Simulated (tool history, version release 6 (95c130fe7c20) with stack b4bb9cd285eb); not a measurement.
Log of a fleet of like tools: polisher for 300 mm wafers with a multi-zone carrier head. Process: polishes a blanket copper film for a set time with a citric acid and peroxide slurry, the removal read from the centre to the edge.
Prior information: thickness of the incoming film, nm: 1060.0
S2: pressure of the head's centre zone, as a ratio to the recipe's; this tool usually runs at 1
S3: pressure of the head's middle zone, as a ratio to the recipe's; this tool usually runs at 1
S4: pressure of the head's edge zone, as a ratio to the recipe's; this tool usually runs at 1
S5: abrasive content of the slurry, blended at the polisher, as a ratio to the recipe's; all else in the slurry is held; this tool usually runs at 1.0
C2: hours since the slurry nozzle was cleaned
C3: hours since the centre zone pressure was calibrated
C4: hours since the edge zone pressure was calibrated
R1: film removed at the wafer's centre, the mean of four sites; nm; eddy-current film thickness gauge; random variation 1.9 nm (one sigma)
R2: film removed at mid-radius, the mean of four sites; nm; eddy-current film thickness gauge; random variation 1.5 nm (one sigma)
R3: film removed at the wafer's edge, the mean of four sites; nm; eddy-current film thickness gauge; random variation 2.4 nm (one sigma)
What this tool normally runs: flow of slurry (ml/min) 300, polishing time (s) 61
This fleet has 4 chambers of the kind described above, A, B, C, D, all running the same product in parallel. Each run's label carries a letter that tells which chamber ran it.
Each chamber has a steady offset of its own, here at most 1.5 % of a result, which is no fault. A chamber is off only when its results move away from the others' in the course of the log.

{"run": "1B", "day": 0.129, "flow of slurry (ml/min)": 300, "S2": 1, "S3": 1, "S4": 1, "S5": 1.0, "polishing time (s)": 61, "wafers polished on this pad": 286, "C2": 96.2, "C3": 483.0, "C4": 386.9, "R1": 171.44, "R2": 175.53, "R3": 165.81}
{"run": "2D", "day": 0.283, "flow of slurry (ml/min)": 300, "S2": 1, "S3": 1, "S4": 1, "S5": 1.0, "polishing time (s)": 61, "wafers polished on this pad": 230, "C2": 744.7, "C3": 103.5, "C4": 340.2, "R1": 169.32, "R2": 172.78, "R3": 170.29}
{"run": "3A", "day": 0.454, "flow of slurry (ml/min)": 300, "S2": 1, "S3": 1, "S4": 1, "S5": 1.0, "polishing time (s)": 61, "wafers polished on this pad": 436, "C2": 114.1, "C3": 685.0, "C4": 327.0, "R1": 168.61, "R2": 171.38, "R3": 170.56}
{"run": "4C", "day": 0.592, "flow of slurry (ml/min)": 300, "S2": 1, "S3": 1, "S4": 1, "S5": 1.0, "polishing time (s)": 61, "wafers polished on this pad": 456, "C2": 581.0, "C3": 999.6, "C4": 358.2, "R1": 170.01, "R2": 167.94, "R3": 169.5}
{"run": "5A", "day": 0.792, "flow of slurry (ml/min)": 300, "S2": 1, "S3": 1, "S4": 1, "S5": 1.0, "polishing time (s)": 61, "wafers polished on this pad": 506, "C2": 122.2, "C3": 693.1, "C4": 335.1, "R1": 171.66, "R2": 173.04, "R3": 169.87}
{"run": "6D", "day": 0.992, "flow of slurry (ml/min)": 300, "S2": 1, "S3": 1, "S4": 1, "S5": 1.0, "polishing time (s)": 61, "wafers polished on this pad": 376, "C2": 761.7, "C3": 120.5, "C4": 357.2, "R1": 171.61, "R2": 171.84, "R3": 170.67}
{"day": 1.179, "done": "chamber C: worn pad replaced by a new one"}
{"run": "7C", "day": 1.192, "flow of slurry (ml/min)": 300, "S2": 1, "S3": 1, "S4": 1, "S5": 1.0, "polishing time (s)": 61, "wafers polished on this pad": 2, "C2": 595.4, "C3": 1014.0, "C4": 372.6, "R1": 174.74, "R2": 174.05, "R3": 169.4}
{"run": "8B", "day": 1.408, "flow of slurry (ml/min)": 300, "S2": 1, "S3": 1, "S4": 1, "S5": 1.0, "polishing time (s)": 61, "wafers polished on this pad": 550, "C2": 126.9, "C3": 513.7, "C4": 417.6, "R1": 171.46, "R2": 171.64, "R3": 168.34}
{"run": "9A", "day": 1.596, "flow of slurry (ml/min)": 300, "S2": 1, "S3": 1, "S4": 1, "S5": 1.0, "polishing time (s)": 61, "wafers polished on this pad": 671, "C2": 141.5, "C3": 712.4, "C4": 354.4, "R1": 172.63, "R2": 170.32, "R3": 170.28}
{"run": "10D", "day": 1.725, "flow of slurry (ml/min)": 300, "S2": 1, "S3": 1, "S4": 1, "S5": 1.0, "polishing time (s)": 61, "wafers polished on this pad": 528, "C2": 779.3, "C3": 138.1, "C4": 374.8, "R1": 172.65, "R2": 170.65, "R3": 174.11}
{"run": "11C", "day": 1.879, "flow of slurry (ml/min)": 300, "S2": 1, "S3": 1, "S4": 1, "S5": 1.0, "polishing time (s)": 61, "wafers polished on this pad": 144, "C2": 611.9, "C3": 1030.5, "C4": 389.1, "R1": 171.43, "R2": 175.01, "R3": 166.71}
{"run": "12B", "day": 2.054, "flow of slurry (ml/min)": 300, "S2": 1, "S3": 1, "S4": 1, "S5": 1.0, "polishing time (s)": 61, "wafers polished on this pad": 683, "C2": 142.4, "C3": 529.2, "C4": 433.1, "R1": 171.63, "R2": 172.98, "R3": 168.57}
{"run": "13B", "day": 2.217, "flow of slurry (ml/min)": 300, "S2": 1, "S3": 1, "S4": 1, "S5": 1.0, "polishing time (s)": 61, "wafers polished on this pad": 717, "C2": 146.3, "C3": 533.1, "C4": 437.0, "R1": 173.44, "R2": 173.6, "R3": 172.66}
{"day": 2.246, "done": "chamber D: worn pad replaced by a new one"}
{"run": "14C", "day": 2.417, "flow of slurry (ml/min)": 300, "S2": 1, "S3": 1, "S4": 1, "S5": 1.0, "polishing time (s)": 61, "wafers polished on this pad": 255, "C2": 624.8, "C3": 1043.4, "C4": 402.0, "R1": 173.95, "R2": 173.22, "R3": 166.62}
{"run": "15A", "day": 2.529, "flow of slurry (ml/min)": 300, "S2": 1, "S3": 1, "S4": 1, "S5": 1.0, "polishing time (s)": 61, "wafers polished on this pad": 864, "C2": 163.9, "C3": 734.8, "C4": 376.8, "R1": 168.72, "R2": 166.23, "R3": 164.97}
{"run": "16D", "day": 2.633, "flow of slurry (ml/min)": 300, "S2": 1, "S3": 1, "S4": 1, "S5": 1.0, "polishing time (s)": 61, "wafers polished on this pad": 80, "C2": 801.1, "C3": 159.9, "C4": 396.6, "R1": 177.32, "R2": 169.48, "R3": 177.37}
{"run": "17D", "day": 2.754, "flow of slurry (ml/min)": 300, "S2": 1, "S3": 1, "S4": 1, "S5": 1.0, "polishing time (s)": 61, "wafers polished on this pad": 105, "C2": 804.0, "C3": 162.8, "C4": 399.5, "R1": 174.18, "R2": 171.21, "R3": 171.45}
{"run": "18A", "day": 2.888, "flow of slurry (ml/min)": 300, "S2": 1, "S3": 1, "S4": 1, "S5": 1.2, "polishing time (s)": 61, "wafers polished on this pad": 938, "C2": 172.5, "C3": 743.4, "C4": 385.4, "R1": 171.54, "R2": 173.14, "R3": 170.24}
{"run": "19C", "day": 3.012, "flow of slurry (ml/min)": 300, "S2": 1, "S3": 1, "S4": 1, "S5": 1.2, "polishing time (s)": 61, "wafers polished on this pad": 378, "C2": 639.1, "C3": 1057.7, "C4": 416.3, "R1": 180.65, "R2": 180.08, "R3": 177.31}
{"day": 3.1, "done": "chamber D: slurry nozzle cleaned"}
{"run": "20B", "day": 3.204, "flow of slurry (ml/min)": 300, "S2": 1, "S3": 1, "S4": 1, "S5": 1.2, "polishing time (s)": 61, "wafers polished on this pad": 920, "C2": 170.0, "C3": 556.8, "C4": 460.7, "R1": 176.04, "R2": 177.86, "R3": 177.76}
{"run": "21D", "day": 3.396, "flow of slurry (ml/min)": 300, "S2": 1, "S3": 1, "S4": 1, "S5": 1.2, "polishing time (s)": 61, "wafers polished on this pad": 237, "C2": 7.2, "C3": 178.2, "C4": 414.9, "R1": 179.45, "R2": 177.62, "R3": 178.85}
{"run": "22C", "day": 3.525, "flow of slurry (ml/min)": 300, "S2": 1, "S3": 1, "S4": 1, "S5": 1.0, "polishing time (s)": 61, "wafers polished on this pad": 483, "C2": 651.4, "C3": 1070.0, "C4": 428.6, "R1": 171.37, "R2": 170.56, "R3": 168.5}
{"run": "23A", "day": 3.692, "flow of slurry (ml/min)": 300, "S2": 1, "S3": 1, "S4": 1, "S5": 1.0, "polishing time (s)": 61, "wafers polished on this pad": 1103, "C2": 191.8, "C3": 762.7, "C4": 404.7, "R1": 162.58, "R2": 158.88, "R3": 161.36}
{"run": "24B", "day": 3.829, "flow of slurry (ml/min)": 300, "S2": 1, "S3": 1, "S4": 1, "S5": 1.0, "polishing time (s)": 61, "wafers polished on this pad": 1049, "C2": 185.0, "C3": 571.8, "C4": 475.7, "R1": 169.98, "R2": 171.23, "R3": 173.68}
{"run": "25C", "day": 3.942, "flow of slurry (ml/min)": 245, "S2": 1, "S3": 1, "S4": 1, "S5": 1.0, "polishing time (s)": 61, "wafers polished on this pad": 569, "C2": 661.4, "C3": 1080.0, "C4": 438.6, "R1": 167.32, "R2": 168.95, "R3": 169.04}
{"run": "26A", "day": 4.175, "flow of slurry (ml/min)": 245, "S2": 1, "S3": 1, "S4": 1, "S5": 1.0, "polishing time (s)": 61, "wafers polished on this pad": 1203, "C2": 203.4, "C3": 774.3, "C4": 416.3, "R1": 152.65, "R2": 153.38, "R3": 152.56}
{"run": "27B", "day": 4.375, "flow of slurry (ml/min)": 245, "S2": 1, "S3": 1, "S4": 1, "S5": 1.0, "polishing time (s)": 61, "wafers polished on this pad": 1161, "C2": 198.1, "C3": 584.9, "C4": 488.8, "R1": 163.47, "R2": 169.32, "R3": 170.73}
{"run": "28D", "day": 4.517, "flow of slurry (ml/min)": 245, "S2": 1, "S3": 1, "S4": 1, "S5": 1.0, "polishing time (s)": 61, "wafers polished on this pad": 468, "C2": 34.1, "C3": 205.1, "C4": 441.8, "R1": 168.16, "R2": 167.99, "R3": 168.45}

All chambers now run identical settings, listed one chamber a line with results as question marks. What results will each chamber show?
{"run": "29A", "day": 4.688, "flow of slurry (ml/min)": 300, "S2": 1, "S3": 1, "S4": 1, "S5": 1.0, "polishing time (s)": 61, "R1": "?", "R2": "?", "R3": "?"}
{"run": "29B", "day": 4.688, "flow of slurry (ml/min)": 300, "S2": 1, "S3": 1, "S4": 1, "S5": 1.0, "polishing time (s)": 61, "R1": "?", "R2": "?", "R3": "?"}
{"run": "29C", "day": 4.688, "flow of slurry (ml/min)": 300, "S2": 1, "S3": 1, "S4": 1, "S5": 1.0, "polishing time (s)": 61, "R1": "?", "R2": "?", "R3": "?"}
{"run": "29D", "day": 4.688, "flow of slurry (ml/min)": 300, "S2": 1, "S3": 1, "S4": 1, "S5": 1.0, "polishing time (s)": 61, "R1": "?", "R2": "?", "R3": "?"}

run=29A R1=156.45 R2=153.08 R3=147.57
run=29B R1=171.45 R2=172.98 R3=169.02
run=29C R1=168.27 R2=170.26 R3=169.39
run=29D R1=170.29 R2=171.81 R3=174.22
